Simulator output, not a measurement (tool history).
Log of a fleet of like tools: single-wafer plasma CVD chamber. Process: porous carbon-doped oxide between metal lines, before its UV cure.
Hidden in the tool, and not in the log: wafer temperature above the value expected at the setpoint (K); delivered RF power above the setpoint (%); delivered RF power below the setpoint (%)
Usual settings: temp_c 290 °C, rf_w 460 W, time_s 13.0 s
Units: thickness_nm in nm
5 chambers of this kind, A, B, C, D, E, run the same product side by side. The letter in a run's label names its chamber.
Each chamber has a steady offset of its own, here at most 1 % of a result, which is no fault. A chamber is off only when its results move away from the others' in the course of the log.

run,hour,temp_c,rf_w,time_s,hours since the last thermocouple change,hours since the last RF generator calibration,"read-back reference wafer on the same gauge, thickness_nm",thickness_nm
1C,8.5,290,460,13.0,88.1,1534.3,65.906,72.386
2B,19.0,290,460,13.0,1201.4,758.5,65.937,71.890
3E,28.5,290,460,13.0,561.1,1322.3,65.936,72.837
4A,34.3,290,460,13.0,972.5,230.0,65.961,72.950
5D,45.3,290,460,13.0,104.6,1117.8,65.970,72.262
6E,56.3,290,460,13.0,588.9,1350.1,66.003,73.211
7A,65.1,290,460,13.0,1003.3,260.8,66.038,72.945
8B,74.6,290,460,13.0,1257.0,814.1,65.999,72.252
9D,84.0,290,460,13.0,143.3,1156.5,66.042,72.327
10C,92.7,290,460,13.0,172.3,1618.5,66.019,72.386
11B,99.1,276,405,13.0,1281.5,838.6,66.050,71.225
12D,105.4,276,405,13.0,164.7,1177.9,66.047,71.437
13E,113.3,276,405,13.0,645.9,1407.1,66.098,72.202
14A,118.5,276,405,13.0,1056.7,314.2,66.078,72.369
15C,123.4,276,405,13.0,203.0,1649.2,66.096,71.775
16D,128.5,290,460,13.0,187.8,1201.0,66.104,72.317
17A,135.5,276,460,10.5,1073.7,331.2,66.110,65.116
18E,144.5,276,460,10.5,677.1,1438.3,66.161,64.948
19C,151.6,276,460,10.5,231.2,1677.4,66.124,64.205
20B,160.9,276,460,10.5,1343.3,900.4,66.155,64.175
21E,167.2,276,460,10.5,699.8,1461.0,66.165,65.116
22D,175.1,290,460,13.0,234.4,1247.6,66.172,72.556
23A,183.2,290,460,13.0,1121.4,378.9,66.213,73.187
24C,189.4,290,460,13.0,269.0,1715.2,66.203,72.622
25B,195.1,281,460,13.0,1377.5,934.6,66.201,76.170
26D,203.2,281,460,13.0,262.5,1275.7,66.191,76.646
27E,213.7,281,460,13.0,746.3,1507.5,66.251,77.359
28C,221.2,281,460,13.0,300.8,1747.0,66.251,76.524
29B,228.6,281,460,13.0,1411.0,968.1,66.268,76.513
# hour 232.1: chamber C: RF generator calibrated
30A,237.0,290,460,13.0,1175.2,432.7,66.269,73.292
31E,248.1,298,460,13.0,780.7,1541.9,66.286,70.179
32C,254.0,298,460,13.0,333.6,21.9,66.291,69.420

All 5 chambers run these settings next. Forecast each chamber's results:
33A,262.0,290,460,13.0,,,,?
33B,262.0,290,460,13.0,,,,?
33C,262.0,290,460,13.0,,,,?
33D,262.0,290,460,13.0,,,,?
33E,262.0,290,460,13.0,,,,?

run,thickness_nm
33A,73.281
33B,72.297
33C,72.827
33D,72.539
33E,73.588

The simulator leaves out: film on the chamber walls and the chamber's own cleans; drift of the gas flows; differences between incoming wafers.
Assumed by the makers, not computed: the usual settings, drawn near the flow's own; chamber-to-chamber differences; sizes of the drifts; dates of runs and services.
